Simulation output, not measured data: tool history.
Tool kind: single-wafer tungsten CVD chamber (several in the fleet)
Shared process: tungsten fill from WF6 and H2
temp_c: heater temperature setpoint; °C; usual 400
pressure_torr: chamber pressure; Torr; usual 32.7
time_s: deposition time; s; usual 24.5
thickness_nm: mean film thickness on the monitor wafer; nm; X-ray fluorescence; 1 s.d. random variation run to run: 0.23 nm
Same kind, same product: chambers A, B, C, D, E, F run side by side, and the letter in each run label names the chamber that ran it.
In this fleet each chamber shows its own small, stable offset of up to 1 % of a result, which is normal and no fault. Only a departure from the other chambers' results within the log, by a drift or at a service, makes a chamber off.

run   hour  temp_c  pressure_torr  time_s  read-back reference wafer on the same gauge, thickness_nm  thickness_nm
       2.7  -- chamber C: thermocouple changed; heater temperature recalibrated
 1E    4.1     400           32.7    24.5                                                     84.867         74.85
 2C    6.5     400           32.7    24.5                                                     84.918         74.12
 3A   11.3     400           32.7    24.5                                                     84.932        73.831
 4D   16.1     400           32.7    24.5                                                     84.968        74.063
 5B   19.7     400           32.7    24.5                                                     84.966        74.045
 6F   24.3     400           32.7    24.5                                                     84.884        75.046
 7B   26.6     400           32.7    24.5                                                     84.975        74.565
 8C   28.9     400           32.7    24.5                                                     84.949        73.746
 9A   31.3     400           29.9    24.5                                                     84.916        70.908
10F   35.8     400           29.9    24.5                                                     84.939        71.831
11E   38.9     400           29.9    24.5                                                     84.894        71.607
12D   43.2     400           29.9    24.5                                                     84.924        70.798
13A   45.7     400           29.9    24.5                                                     84.972        71.566
14E   49.6     400           29.9    24.5                                                      84.91        71.645
15B   52.2     400           32.7    24.5                                                     84.914        73.876
16F   54.4     400           32.7    24.5                                                     84.925        75.189
17D   58.5     394           29.3    24.5                                                     84.843        62.539
      62.9  -- chamber F: capacitance manometer re-zeroed and calibrated
18C   62.9     394           29.3    24.5                                                     84.869        62.281
19F   67.7     394           29.3    24.5                                                     84.935        64.971
20C   70.9     394           29.3    24.5                                                     84.859        62.703
21B   74.2     394           29.3    24.5                                                     84.846        62.644
22D   76.9     394           29.3    24.5                                                     84.871        63.033
23E   79.3     400           32.7    24.5                                                     84.823        74.524
24A     83     400           32.7    24.5                                                     84.943        74.457
25D   86.2     400           32.7    24.5                                                     84.927        73.773
26E   88.9     410           40.5    24.5                                                     84.902        98.153
27F   91.7     410           40.5    24.5                                                      84.86        101.01
28B     96     410           40.5    24.5                                                     84.881        98.417
29C   99.3     410           40.5    24.5                                                     84.898        97.224
30A  102.4     410           40.5    24.5                                                     84.946        98.595
31D  105.1     410           40.5    24.5                                                     84.945        97.752
32E  107.5     400           32.7    24.5                                                     84.869         74.55
33F  111.4     400           32.7    24.5                                                     84.857        76.546
34C  114.5     400           32.7    24.5                                                     84.883        74.144
     117.1  -- chamber F: thermocouple changed; heater temperature recalibrated
35A  117.2     400           32.7    24.5                                                     84.868        74.477
36B    122     400           32.7    24.5                                                     84.875        74.086
37B  125.2     400           32.7    24.5                                                     84.941        73.977
38A  127.8     400           32.7    24.5                                                     84.881        74.184
39E  130.2     400           32.7    24.5                                                      84.93        74.268
40F  134.3     400           32.7    24.5                                                     84.914        76.312

Has any chamber moved away from the others, gradually or after a service, or does the common gauge drift, or do the chambers differ only by their own small steady offsets? State the chamber and the most likely cause if one applies.

Chamber F has stood off from the others ever since a service on it.
What lies behind it: true pressure above the setpoint (%) = 4.5.

Which of the 4 candidates below, each the usual settings with something changed and its results left as question marks, puts chamber F back in line with what the other chambers give on the usual settings?
In-line tolerance around the mean of the other chambers on the usual settings: thickness_nm 0.81 nm
41F-1  137.8     399           32.5    24.3                                                                        ?
41F-2  137.8     400           32.8    24.6                                                                        ?
41F-3  137.8     400           32.5    24.3                                                                        ?
41F-4  137.8     401           32.9    24.7                                                                        ?

The mean the other chambers reach with the usual settings: thickness_nm 74.147 nm
  run  thickness_nm
41F-1        73.953
41F-2        76.612
41F-3        75.346
41F-4         78.43
It is 41F-1 that realigns the chamber with its peers.
